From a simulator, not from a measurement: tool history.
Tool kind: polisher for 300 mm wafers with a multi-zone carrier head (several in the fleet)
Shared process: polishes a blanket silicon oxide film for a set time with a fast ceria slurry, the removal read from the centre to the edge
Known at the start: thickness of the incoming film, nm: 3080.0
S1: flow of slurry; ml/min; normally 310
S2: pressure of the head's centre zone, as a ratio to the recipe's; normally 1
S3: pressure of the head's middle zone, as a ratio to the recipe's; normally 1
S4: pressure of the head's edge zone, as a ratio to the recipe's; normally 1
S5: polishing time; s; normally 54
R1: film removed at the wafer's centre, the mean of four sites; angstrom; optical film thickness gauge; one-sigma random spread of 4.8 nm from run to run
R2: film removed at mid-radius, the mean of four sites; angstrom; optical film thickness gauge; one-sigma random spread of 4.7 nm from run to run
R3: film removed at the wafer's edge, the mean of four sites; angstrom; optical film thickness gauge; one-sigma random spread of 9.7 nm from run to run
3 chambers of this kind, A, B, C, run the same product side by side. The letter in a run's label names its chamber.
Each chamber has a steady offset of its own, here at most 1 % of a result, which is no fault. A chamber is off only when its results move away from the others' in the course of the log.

run,hour,S1,S2,S3,S4,S5,R1,R2,R3
# hour 4.6: chamber C: worn pad replaced by a new one
1C,6.5,310,1,1,1,54,7111.4,7059.8,7021.4
# hour 12.7: chamber B: worn pad replaced by a new one
2B,12.7,310,1,1,1,54,7083.7,7036.8,7127.9
# hour 17.4: chamber A: worn pad replaced by a new one
3A,20.4,310,1,1,1,54,7119.8,7087.6,7089
# hour 22.4: chamber B: slurry nozzle cleaned
4C,26.8,310,1,1,1,54,7146.9,7090.1,7287.4
5B,33.8,310,1,1,1,54,7032.7,6996.5,7069.2
6A,42.2,310,1,1,1,54,7080.7,7174.9,7071.1
7A,47.9,310,1,1,1,54,7067.5,7179.1,6959.4
8B,56.9,310,1,1,1,54,7011.7,6953.3,7143.1
9C,64.2,310,1,1,1,54,7074.3,7090.2,7132
10C,72.8,355,1,1,1,54,7166.9,7219.3,7162.9
# hour 77.2: chamber A: slurry nozzle cleaned
11A,81.4,355,1,1,1,54,7184,7203.5,7123.8
# hour 87.1: chamber A: edge zone pressure recalibrated
12B,88.7,355,1,1,1,54,7119.7,7147.2,7126.7
13B,94.3,310,1,1,1,54,7016.9,6977.5,6987
14C,102.5,310,1,1,1,54,7148.5,7071.2,7189.7
15A,108,310,1,1,1,54,7121.8,7081.7,6890.6
# hour 110.7: chamber A: worn pad replaced by a new one
16B,113.6,310,1,1,1,54,6991.7,7017.2,6971.1
17C,119.6,310,1,1,1,54,7121.9,7125.6,7130.2
18A,127.7,310,1,1,1,54,7029.8,7143.1,7066.8
19A,134.7,310,1,1,1,54,7031.9,7110.1,7137.4
20B,143.4,310,1,1,1,54,7030.5,6953.3,7076.5
21C,151.2,310,1,1,1,54,7086.9,7029,7171.2
22B,160,310,1,1,1,47,6128.9,6054.1,6171.5
23A,168.2,310,1,1,1,47,5925.4,6187.7,5937.5
24C,176.8,310,1,1,1,47,6154.1,6145.7,6215.8
# hour 181.1: chamber B: worn pad replaced by a new one
25C,181.1,310,1,1,1,54,7036.1,7060.4,7219.9
# hour 184.2: chamber C: worn pad replaced by a new one
26B,187.9,310,1,1,1,54,7053.7,7096.3,7258
# hour 192.8: chamber C: centre zone pressure recalibrated
27A,194.5,310,1,1,1,54,6701,7057.6,7200.2
# hour 198.8: chamber A: worn pad replaced by a new one
28A,199.4,310,1,1,1,54,6658.3,7152.4,6986.2
29C,208,310,1,1,1,54,7176.7,7112,7243.8
# hour 212.9: chamber C: slurry nozzle cleaned
30B,215.5,230,1,1,1,54,6776.4,6798.3,6911.4
31B,220.4,230,1,1,1,54,6810.9,6814.7,7200.2
32C,225.1,230,1,1,1,54,6856.7,6777.3,6974
33A,233.8,310,1,1,1,54,6467.7,7193,7192.8

Next, every chamber runs the same settings. What will each give?
34A,240.6,310,1,1,1,54,?,?,?
34B,240.6,310,1,1,1,54,?,?,?
34C,240.6,310,1,1,1,54,?,?,?

run,R1,R2,R3
34A,6490.4,7166.1,7068.5
34B,7093.9,7096.1,7148.8
34C,7077,7066.4,7019.8
